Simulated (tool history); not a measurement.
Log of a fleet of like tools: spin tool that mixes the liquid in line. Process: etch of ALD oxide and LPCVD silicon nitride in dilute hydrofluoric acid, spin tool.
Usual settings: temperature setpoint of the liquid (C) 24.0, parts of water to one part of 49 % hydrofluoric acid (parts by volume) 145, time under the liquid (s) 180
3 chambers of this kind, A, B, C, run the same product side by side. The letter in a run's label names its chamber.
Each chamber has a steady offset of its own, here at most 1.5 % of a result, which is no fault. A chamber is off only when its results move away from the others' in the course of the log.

run	hour	temperature setpoint of the liquid (C)	parts of water to one part of 49 % hydrofluoric acid (parts by volume)	time under the liquid (s)	hours since the thermometer was replaced	hours since the hydrofluoric acid flow meter was replaced	read-back film thickness of the ALD oxide reference wafer, read on the same gauge (nm)	read-back film thickness of the LPCVD silicon nitride reference wafer, read on the same gauge (nm)	thickness taken off the ALD oxide on a monitor wafer (nm)	thickness taken off the LPCVD silicon nitride on a monitor wafer (nm)
1A	12.8	24.0	145	180	313.2	1116.1	149.99	40.000	31.741	0.58345
2C	20.9	24.0	145	180	88.0	32.3	149.99	40.023	31.556	0.57842
3B	33.5	24.0	145	180	1379.6	1073.4	149.98	40.005	31.539	0.57658
4C	39.9	24.0	145	180	107.0	51.3	149.99	39.981	31.593	0.58319
5A	50.1	24.0	145	180	350.5	1153.4	150.00	40.047	31.768	0.58273
6B	57.0	24.0	145	180	1403.1	1096.9	150.01	40.004	31.612	0.62081
7A	69.3	27.5	190	180	369.7	1172.6	149.98	40.009	26.115	0.55321
8C	80.9	27.5	190	180	148.0	92.3	149.99	40.053	25.896	0.54656
9B	88.4	27.5	190	180	1434.5	1128.3	150.00	39.986	26.137	0.56903
10B	101.2	24.0	145	180	1447.3	1141.1	150.01	40.026	31.923	0.54681
11C	110.1	24.0	145	180	177.2	121.5	150.01	40.026	31.603	0.59360
12A	119.6	21.0	145	215	420.0	1222.9	150.01	39.997	33.938	0.57418
13A	129.9	21.0	145	215	430.3	1233.2	149.98	40.034	33.735	0.61654
14B	137.6	21.0	145	215	1483.7	1177.5	150.02	40.016	33.848	0.57306
15C	149.8	24.0	145	180	216.9	161.2	149.99	40.012	31.428	0.56100
16B	158.9	24.0	185	180	1505.0	1198.8	150.00	40.023	23.716	0.44982
17C	169.3	24.0	185	180	236.4	180.7	150.01	40.043	23.866	0.44995
18A	181.9	24.0	185	180	482.3	1285.2	150.01	40.039	24.049	0.45360
19C	188.3	24.0	145	180	255.4	199.7	149.95	40.008	31.467	0.56282
20B	199.3	24.0	145	180	1545.4	1239.2	150.00	40.016	31.780	0.60008
21A	211.2	24.0	145	180	511.6	1314.5	150.00	39.995	31.742	0.61764
22A	223.3	24.0	145	180	523.7	1326.6	150.01	39.988	31.751	0.54958
23C	230.0	24.0	145	180	297.1	241.4	149.98	40.037	31.432	0.60637
24B	235.7	24.0	145	180	1581.8	1275.6	150.01	40.007	31.770	0.55847
25A	245.3	24.0	145	180	545.7	1348.6	150.00	39.985	31.908	0.58797
26B	255.4	24.0	145	180	1601.5	1295.3	150.02	39.975	31.760	0.61880
27C	266.3	24.0	145	180	333.4	277.7	150.00	39.971	31.355	0.58184
28A	275.7	24.0	145	180	576.1	1379.0	150.00	40.008	31.688	0.57167
29C	281.4	24.0	145	180	348.5	292.8	149.97	39.983	31.462	0.57810
30B	288.5	24.0	145	180	1634.6	1328.4	150.00	39.971	31.642	0.59944
31B	300.7	24.0	145	180	1646.8	1340.6	149.99	40.022	31.741	0.56430
32A	308.8	24.0	145	180	609.2	1412.1	149.99	39.962	31.909	0.56434
33C	314.7	24.0	145	180	381.8	326.1	150.03	40.006	31.713	0.58878
34B	321.3	24.0	145	180	1667.4	1361.2	150.00	39.988	31.755	0.59620
35C	329.5	24.0	145	180	396.6	340.9	150.03	39.959	31.449	0.61465
36A	339.0	24.0	145	180	639.4	1442.3	150.00	39.987	31.675	0.58619
37B	347.7	24.0	145	180	1693.8	1387.6	150.04	40.011	31.578	0.61572
38A	354.2	21.0	145	120	654.6	1457.5	149.98	40.043	18.805	0.33569
39C	360.7	21.0	145	120	427.8	372.1	150.04	40.022	18.681	0.32704
40B	370.8	21.0	145	120	1716.9	1410.7	150.04	40.036	18.825	0.31206
41A	383.0	24.0	145	180	683.4	1486.3	150.00	40.049	31.613	0.61239
42C	392.5	24.0	145	180	459.6	403.9	149.98	39.970	31.625	0.61429

What goes on in this fleet: one chamber off, a drifting gauge, or nothing beyond the chambers' own small offsets? Name the chamber and the cause, if any.

No chamber stands off beyond its own small offset, and the gauge holds steady.

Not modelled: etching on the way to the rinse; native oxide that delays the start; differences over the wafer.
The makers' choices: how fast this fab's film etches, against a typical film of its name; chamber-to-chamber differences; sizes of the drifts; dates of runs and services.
